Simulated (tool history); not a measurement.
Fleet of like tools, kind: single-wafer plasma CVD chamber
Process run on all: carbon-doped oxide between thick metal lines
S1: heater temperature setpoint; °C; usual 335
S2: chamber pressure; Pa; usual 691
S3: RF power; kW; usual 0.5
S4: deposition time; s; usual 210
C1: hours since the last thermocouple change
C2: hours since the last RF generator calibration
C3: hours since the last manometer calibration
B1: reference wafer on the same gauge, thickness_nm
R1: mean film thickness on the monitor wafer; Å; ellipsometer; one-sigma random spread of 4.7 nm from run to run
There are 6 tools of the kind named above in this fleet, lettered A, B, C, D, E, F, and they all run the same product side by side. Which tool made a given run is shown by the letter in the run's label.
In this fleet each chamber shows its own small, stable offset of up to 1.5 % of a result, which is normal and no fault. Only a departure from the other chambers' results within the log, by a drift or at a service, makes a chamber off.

run 1A hour=6.8 | S1=335 S2=691 S3=0.5 S4=210 | C1=967.8 C2=12.5 C3=318.2 | B1=1110.2 | R1=10895
run 2D hour=15.6 | S1=335 S2=691 S3=0.5 S4=210 | C1=157.3 C2=1224.1 C3=1946.2 | B1=1109.3 | R1=10969
run 3F hour=22.4 | S1=335 S2=691 S3=0.5 S4=210 | C1=2325.2 C2=277.6 C3=886.1 | B1=1110.4 | R1=11164
run 4B hour=33.8 | S1=335 S2=691 S3=0.5 S4=210 | C1=44.6 C2=220 C3=314.2 | B1=1110 | R1=11066
run 5E hour=42 | S1=335 S2=691 S3=0.5 S4=210 | C1=809.7 C2=1405 C3=1263.5 | B1=1111.3 | R1=11105
run 6C hour=54.7 | S1=335 S2=691 S3=0.5 S4=210 | C1=1523.9 C2=383.1 C3=1089.7 | B1=1110.3 | R1=10982
run 7B hour=60.5 | S1=335 S2=691 S3=0.5 S4=210 | C1=71.3 C2=246.7 C3=340.9 | B1=1108.6 | R1=11103
run 8D hour=68.7 | S1=335 S2=691 S3=0.5 S4=210 | C1=210.4 C2=1277.2 C3=1999.3 | B1=1110.6 | R1=11083
run 9A hour=78.9 | S1=335 S2=829 S3=0.5 S4=210 | C1=1039.9 C2=84.6 C3=390.3 | B1=1111.1 | R1=11281
run 10E hour=88.7 | S1=335 S2=829 S3=0.5 S4=210 | C1=856.4 C2=1451.7 C3=1310.2 | B1=1110.5 | R1=11337
run 11C hour=99.5 | S1=335 S2=829 S3=0.5 S4=210 | C1=1568.7 C2=427.9 C3=1134.5 | B1=1109.7 | R1=11325
run 12F hour=108.4 | S1=335 S2=829 S3=0.5 S4=210 | C1=2411.2 C2=363.6 C3=972.1 | B1=1110.3 | R1=11418
run 13F hour=120.3 | S1=335 S2=829 S3=0.5 S4=210 | C1=2423.1 C2=375.5 C3=984 | B1=1108.5 | R1=11316
run 14C hour=127.2 | S1=335 S2=829 S3=0.5 S4=210 | C1=1596.4 C2=455.6 C3=1162.2 | B1=1109.8 | R1=11243
run 15E hour=138.7 | S1=335 S2=615 S3=0.45 S4=210 | C1=906.4 C2=1501.7 C3=1360.2 | B1=1111.1 | R1=10245
-- hour=139.4 chamber C: capacitance manometer re-zeroed and calibrated
run 16A hour=147 | S1=335 S2=615 S3=0.45 S4=210 | C1=1108 C2=152.7 C3=458.4 | B1=1109.5 | R1=10113
run 17D hour=158.8 | S1=335 S2=615 S3=0.45 S4=210 | C1=300.5 C2=1367.3 C3=2089.4 | B1=1110.2 | R1=10104
run 18B hour=164.7 | S1=335 S2=615 S3=0.45 S4=210 | C1=175.5 C2=350.9 C3=445.1 | B1=1110 | R1=10155
run 19B hour=177.2 | S1=335 S2=615 S3=0.45 S4=210 | C1=188 C2=363.4 C3=457.6 | B1=1109.5 | R1=10142
run 20D hour=185.2 | S1=335 S2=615 S3=0.45 S4=210 | C1=326.9 C2=1393.7 C3=2115.8 | B1=1109.5 | R1=10129
run 21F hour=194.7 | S1=335 S2=764 S3=0.5 S4=184 | C1=2497.5 C2=449.9 C3=1058.4 | B1=1110.8 | R1=9813.2
-- hour=199.6 chamber C: thermocouple changed; heater temperature recalibrated
run 22C hour=205.4 | S1=335 S2=764 S3=0.5 S4=184 | C1=5.9 C2=533.8 C3=66 | B1=1109.6 | R1=9773.8
run 23A hour=214.2 | S1=335 S2=764 S3=0.5 S4=184 | C1=1175.2 C2=219.9 C3=525.6 | B1=1111.2 | R1=9750.8
run 24E hour=226.1 | S1=335 S2=764 S3=0.5 S4=184 | C1=993.8 C2=1589.1 C3=1447.6 | B1=1109.5 | R1=9965.6
run 25E hour=236.3 | S1=335 S2=764 S3=0.5 S4=184 | C1=1004 C2=1599.3 C3=1457.8 | B1=1109.3 | R1=9967.4
run 26D hour=247.5 | S1=335 S2=764 S3=0.5 S4=184 | C1=389.2 C2=1456 C3=2178.1 | B1=1110.9 | R1=9845.3
run 27A hour=259.9 | S1=335 S2=691 S3=0.57 S4=193 | C1=1220.9 C2=265.6 C3=571.3 | B1=1109.9 | R1=10918
run 28B hour=267.4 | S1=335 S2=691 S3=0.57 S4=193 | C1=278.2 C2=453.6 C3=547.8 | B1=1110.2 | R1=10975
run 29C hour=274.2 | S1=335 S2=691 S3=0.57 S4=193 | C1=74.7 C2=602.6 C3=134.8 | B1=1110.8 | R1=10925
run 30F hour=284.7 | S1=335 S2=691 S3=0.57 S4=193 | C1=2587.5 C2=539.9 C3=1148.4 | B1=1109.4 | R1=11000
run 31D hour=296 | S1=335 S2=691 S3=0.57 S4=193 | C1=437.7 C2=1504.5 C3=2226.6 | B1=1110.2 | R1=10938
run 32A hour=304.9 | S1=335 S2=691 S3=0.57 S4=193 | C1=1265.9 C2=310.6 C3=616.3 | B1=1109.7 | R1=10875
run 33F hour=313.5 | S1=335 S2=691 S3=0.5 S4=210 | C1=2616.3 C2=568.7 C3=1177.2 | B1=1109.6 | R1=11060
run 34C hour=319.1 | S1=335 S2=691 S3=0.5 S4=210 | C1=119.6 C2=647.5 C3=179.7 | B1=1109 | R1=11027
run 35E hour=330.7 | S1=335 S2=691 S3=0.5 S4=210 | C1=1098.4 C2=1693.7 C3=1552.2 | B1=1109 | R1=11166
run 36B hour=340.5 | S1=335 S2=691 S3=0.5 S4=210 | C1=351.3 C2=526.7 C3=620.9 | B1=1110.7 | R1=11094
run 37F hour=347.2 | S1=335 S2=691 S3=0.5 S4=210 | C1=2650 C2=602.4 C3=1210.9 | B1=1109.6 | R1=11055
-- hour=351.2 chamber A: thermocouple changed; heater temperature recalibrated
run 38B hour=357.6 | S1=335 S2=691 S3=0.5 S4=210 | C1=368.4 C2=543.8 C3=638 | B1=1109.7 | R1=11024
run 39D hour=366.6 | S1=335 S2=691 S3=0.5 S4=210 | C1=508.3 C2=1575.1 C3=2297.2 | B1=1109.3 | R1=11061
run 40A hour=372.8 | S1=335 S2=691 S3=0.5 S4=210 | C1=21.6 C2=378.5 C3=684.2 | B1=1110.5 | R1=10910
run 41E hour=379.6 | S1=335 S2=691 S3=0.5 S4=210 | C1=1147.3 C2=1742.6 C3=1601.1 | B1=1111.2 | R1=11236
run 42C hour=390.1 | S1=335 S2=691 S3=0.5 S4=210 | C1=190.6 C2=718.5 C3=250.7 | B1=1109.9 | R1=10997
run 43B hour=400.2 | S1=335 S2=691 S3=0.5 S4=210 | C1=411 C2=586.4 C3=680.6 | B1=1109.7 | R1=11022
run 44F hour=406.3 | S1=335 S2=691 S3=0.5 S4=210 | C1=2709.1 C2=661.5 C3=1270 | B1=1111.1 | R1=11009

Next, all 6 chambers run the settings below, one line each with question marks for the results. What does each chamber give?
run 45A hour=415.5 | S1=335 S2=691 S3=0.5 S4=210 | R1=?
run 45B hour=415.5 | S1=335 S2=691 S3=0.5 S4=210 | R1=?
run 45C hour=415.5 | S1=335 S2=691 S3=0.5 S4=210 | R1=?
run 45D hour=415.5 | S1=335 S2=691 S3=0.5 S4=210 | R1=?
run 45E hour=415.5 | S1=335 S2=691 S3=0.5 S4=210 | R1=?
run 45F hour=415.5 | S1=335 S2=691 S3=0.5 S4=210 | R1=?

run=45A R1=10873
run=45B R1=11064
run=45C R1=11012
run=45D R1=11016
run=45E R1=11106
run=45F R1=11041

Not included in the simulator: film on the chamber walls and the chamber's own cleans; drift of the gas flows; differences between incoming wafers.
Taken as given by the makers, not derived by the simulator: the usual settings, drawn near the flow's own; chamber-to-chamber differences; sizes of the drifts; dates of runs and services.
